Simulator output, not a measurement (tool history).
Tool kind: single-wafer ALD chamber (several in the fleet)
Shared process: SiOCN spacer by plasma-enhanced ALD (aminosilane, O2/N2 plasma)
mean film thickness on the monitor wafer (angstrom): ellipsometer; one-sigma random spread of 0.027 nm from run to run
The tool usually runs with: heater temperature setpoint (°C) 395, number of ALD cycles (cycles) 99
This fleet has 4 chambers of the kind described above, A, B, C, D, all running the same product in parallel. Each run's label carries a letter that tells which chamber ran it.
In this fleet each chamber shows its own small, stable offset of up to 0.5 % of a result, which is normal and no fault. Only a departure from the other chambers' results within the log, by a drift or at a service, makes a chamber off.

run,hour,heater temperature setpoint (°C),number of ALD cycles (cycles),hours since the last thermocouple change,"read-back reference wafer on the same gauge, thickness_nm",mean film thickness on the monitor wafer (angstrom)
1D,11.6,395,99,1661.1,6.2212,59.658
2B,23.9,395,99,1682.8,6.2208,59.78
3C,30.9,395,99,3184.5,6.2211,59.492
4A,42.8,395,99,1588.1,6.2223,60.222
5C,48.9,395,99,3202.5,6.217,59.185
6A,58,395,99,1603.3,6.2221,59.986
7B,68.6,395,99,1727.5,6.2213,59.631
8D,78.5,395,99,1728,6.2187,59.502
9D,89.1,395,99,1738.6,6.2137,60.106
10B,100.3,395,99,1759.2,6.2165,59.287
11A,109.4,395,99,1654.7,6.2173,60.311
12C,118.3,395,99,3271.9,6.2149,59.235
13D,126.6,405,84,1776.1,6.2192,49.503
14A,138.3,405,84,1683.6,6.2175,49.741
15C,148.6,405,84,3302.2,6.2202,49.265
16B,161.4,405,84,1820.3,6.2169,49.135
17B,173.9,395,99,1832.8,6.2145,59.06
18C,181.6,395,99,3335.2,6.2175,59.361
19A,193.6,395,99,1738.9,6.2168,60.199
20D,203.4,395,92,1852.9,6.2262,55.521
21B,209.7,395,92,1868.6,6.2217,55.364
22D,220,395,92,1869.5,6.2169,55.459
# hour 224.8: chamber C: thermocouple changed; heater temperature recalibrated
23A,230.7,395,92,1776,6.2234,55.844
24C,237.2,395,99,12.5,6.2141,59.58
25A,244.5,395,99,1789.8,6.2202,59.501
26B,257.3,395,99,1916.2,6.2209,59.553
27D,269.2,395,99,1918.7,6.2249,59.607
28C,281.8,395,99,57.1,6.2178,59.738
29A,292.4,395,99,1837.7,6.2174,60.453
30B,301.8,407,99,1960.7,6.2228,57.391
31D,310.4,407,99,1959.9,6.2141,58.622
32C,318.3,407,99,93.6,6.214,58.023
33A,329.9,407,99,1875.2,6.2191,58.197
34C,338.1,395,99,113.4,6.2195,59.82
35B,346.4,395,99,2005.3,6.2226,59.776
36D,353.6,390,85,2003.1,6.2231,51.102
37A,359.4,390,85,1904.7,6.2185,51.792
38C,367.3,390,85,142.6,6.2197,51.204
39B,375.8,390,85,2034.7,6.2233,51.49
40D,384.5,395,99,2034,6.2225,59.337

Has any chamber moved away from the others, gradually or after a service, or does the common gauge drift, or do the chambers differ only by their own small steady offsets? State the chamber and the most likely cause if one applies.

Nothing is wrong: each chamber keeps only its own small, steady offset and the gauge holds still.
